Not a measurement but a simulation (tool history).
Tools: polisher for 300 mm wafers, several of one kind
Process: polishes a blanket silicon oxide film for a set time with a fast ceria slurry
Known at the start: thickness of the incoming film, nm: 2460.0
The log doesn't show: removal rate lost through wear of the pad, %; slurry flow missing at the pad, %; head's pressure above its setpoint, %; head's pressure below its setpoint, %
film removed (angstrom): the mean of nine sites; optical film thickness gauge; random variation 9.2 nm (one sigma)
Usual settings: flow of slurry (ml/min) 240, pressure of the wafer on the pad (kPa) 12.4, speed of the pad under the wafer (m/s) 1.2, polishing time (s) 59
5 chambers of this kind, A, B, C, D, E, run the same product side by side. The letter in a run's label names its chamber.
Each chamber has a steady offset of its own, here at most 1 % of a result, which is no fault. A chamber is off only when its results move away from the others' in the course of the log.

run   hour  flow of slurry (ml/min)  pressure of the wafer on the pad (kPa)  speed of the pad under the wafer (m/s)  polishing time (s)  wafers polished on this pad  hours since the slurry nozzle was cleaned  hours since the head pressure was calibrated  film removed (angstrom)
 1A    4.0                      240                                    12.4                                     1.2                  59                          397                                      274.4                                         284.6                   7701.4
       5.0  -- chamber B: worn pad replaced by a new one
 2B    9.1                      240                                    12.4                                     1.2                  59                           38                                       92.7                                         358.7                   7428.8
 3D   13.7                      240                                    12.4                                     1.2                  59                         1036                                       24.0                                         576.1                   7579.1
 4E   19.5                      240                                    12.4                                     1.2                  59                          286                                      380.0                                         145.2                   7677.1
      23.7  -- chamber A: head pressure recalibrated
 5C   25.1                      240                                    12.4                                     1.2                  59                          311                                      440.1                                         356.5                   7592.1
 6D   28.3                      240                                    12.4                                     1.2                  59                         1175                                       38.6                                         590.7                   7819.0
 7C   31.2                      240                                    12.4                                     0.8                  59                          369                                      446.2                                         362.6                   4993.9
 8B   36.1                      240                                    12.4                                     0.8                  59                          294                                      119.7                                         385.7                   5103.1
 9E   42.7                      240                                    12.4                                     0.8                  59                          506                                      403.2                                         168.4                   5126.1
10A   45.7                      240                                    12.4                                     0.8                  59                          792                                      316.1                                          22.0                   5064.3
      46.0  -- chamber A: worn pad replaced by a new one
11A   50.6                      240                                    12.4                                     0.8                  59                           43                                      321.0                                          26.9                   5150.1
12C   53.6                      240                                    12.4                                     1.2                  59                          581                                      468.6                                         385.0                   7530.2
13B   57.1                      240                                    12.4                                     1.2                  59                          493                                      140.7                                         406.7                   7772.8
      57.6  -- chamber D: worn pad replaced by a new one
14D   61.0                      240                                    12.4                                     1.2                  59                           32                                       71.3                                         623.4                   7829.0
15E   66.2                      240                                    12.4                                     1.2                  59                          729                                      426.7                                         191.9                   7769.5
      69.8  -- chamber C: slurry nozzle cleaned
16C   69.9                      240                                    12.4                                     1.2                  59                          736                                        0.1                                         401.3                   7724.8
      73.7  -- chamber C: worn pad replaced by a new one
17E   76.1                      240                                    12.4                                     1.2                  59                          823                                      436.6                                         201.8                   7755.6
18A   81.4                      240                                    12.4                                     1.2                  51                          335                                      351.8                                          57.7                   6688.2
      84.2  -- chamber C: head pressure recalibrated
      86.8  -- chamber D: head pressure recalibrated
19B   88.1                      240                                    12.4                                     1.2                  51                          787                                      171.7                                         437.7                   6637.9
      88.8  -- chamber B: worn pad replaced by a new one
20D   94.4                      240                                    12.4                                     1.2                  51                          349                                      104.7                                           7.7                   6084.5
21C   98.5                      240                                    12.4                                     1.2                  51                          235                                       28.7                                          14.3                   6583.5
22A  103.5                      240                                    12.4                                     1.2                  51                          545                                      373.9                                          79.8                   6808.5
23B  107.8                      240                                    12.4                                     1.2                  59                          180                                      191.4                                         457.4                   7629.5
24D  113.6                      240                                    12.4                                     1.2                  59                          531                                      123.9                                          26.9                   6973.3
     115.8  -- chamber A: worn pad replaced by a new one
25E  116.8                      240                                    12.4                                     1.2                  59                         1208                                      477.3                                         242.5                   7719.2
26E  122.0                      240                                    12.4                                     1.2                  59                         1258                                      482.5                                         247.7                   7648.0
27D  127.5                      240                                    15.2                                     1.2                  59                          662                                      137.8                                          40.8                   8596.9
28C  130.7                      240                                    15.2                                     1.2                  59                          540                                       60.9                                          46.5                   9358.0
29B  135.6                      240                                    15.2                                     1.2                  59                          443                                      219.2                                         485.2                   9347.3
     138.7  -- chamber E: worn pad replaced by a new one
30A  139.2                      240                                    15.2                                     1.2                  59                          222                                      409.6                                         115.5                   9432.0
31B  142.5                      240                                    15.2                                     1.2                  59                          508                                      226.1                                         492.1                   9218.7
32D  147.6                      240                                    12.4                                     1.2                  41                          853                                      157.9                                          60.9                   4877.3
     147.8  -- chamber C: worn pad replaced by a new one
33C  151.8                      240                                    12.4                                     1.2                  41                           38                                       82.0                                          67.6                   5226.1
34E  157.0                      240                                    12.4                                     1.2                  41                          173                                      517.5                                         282.7                   5326.3
35A  162.9                      240                                    12.4                                     1.2                  41                          446                                      433.3                                         139.2                   5288.5
36B  169.4                      240                                    12.4                                     1.2                  41                          763                                      253.0                                         519.0                   5281.1
37D  172.7                      240                                    12.4                                     1.2                  59                         1091                                      183.0                                          86.0                   7026.8
     175.9  -- chamber B: worn pad replaced by a new one
38E  176.2                      240                                    12.4                                     1.2                  59                          355                                      536.7                                         301.9                   7797.2
39C  181.1                      240                                    12.4                                     1.2                  59                          316                                      111.3                                          96.9                   7572.9
40A  187.0                      270                                    12.4                                     1.2                  49                          675                                      457.4                                         163.3                   6438.0
41C  190.1                      270                                    12.4                                     1.2                  49                          401                                      120.3                                         105.9                   6448.3
42B  193.3                      270                                    12.4                                     1.2                  49                          165                                      276.9                                         542.9                   6398.3

Next, every chamber runs the same settings. What will each give?
43A  198.1                      240                                    12.4                                     1.2                  59                                                                                                                                              ?
43B  198.1                      240                                    12.4                                     1.2                  59                                                                                                                                              ?
43C  198.1                      240                                    12.4                                     1.2                  59                                                                                                                                              ?
43D  198.1                      240                                    12.4                                     1.2                  59                                                                                                                                              ?
43E  198.1                      240                                    12.4                                     1.2                  59                                                                                                                                              ?

run  film removed (angstrom)
43A                   7455.9
43B                   7836.9
43C                   7600.0
43D                   6920.1
43E                   7739.1
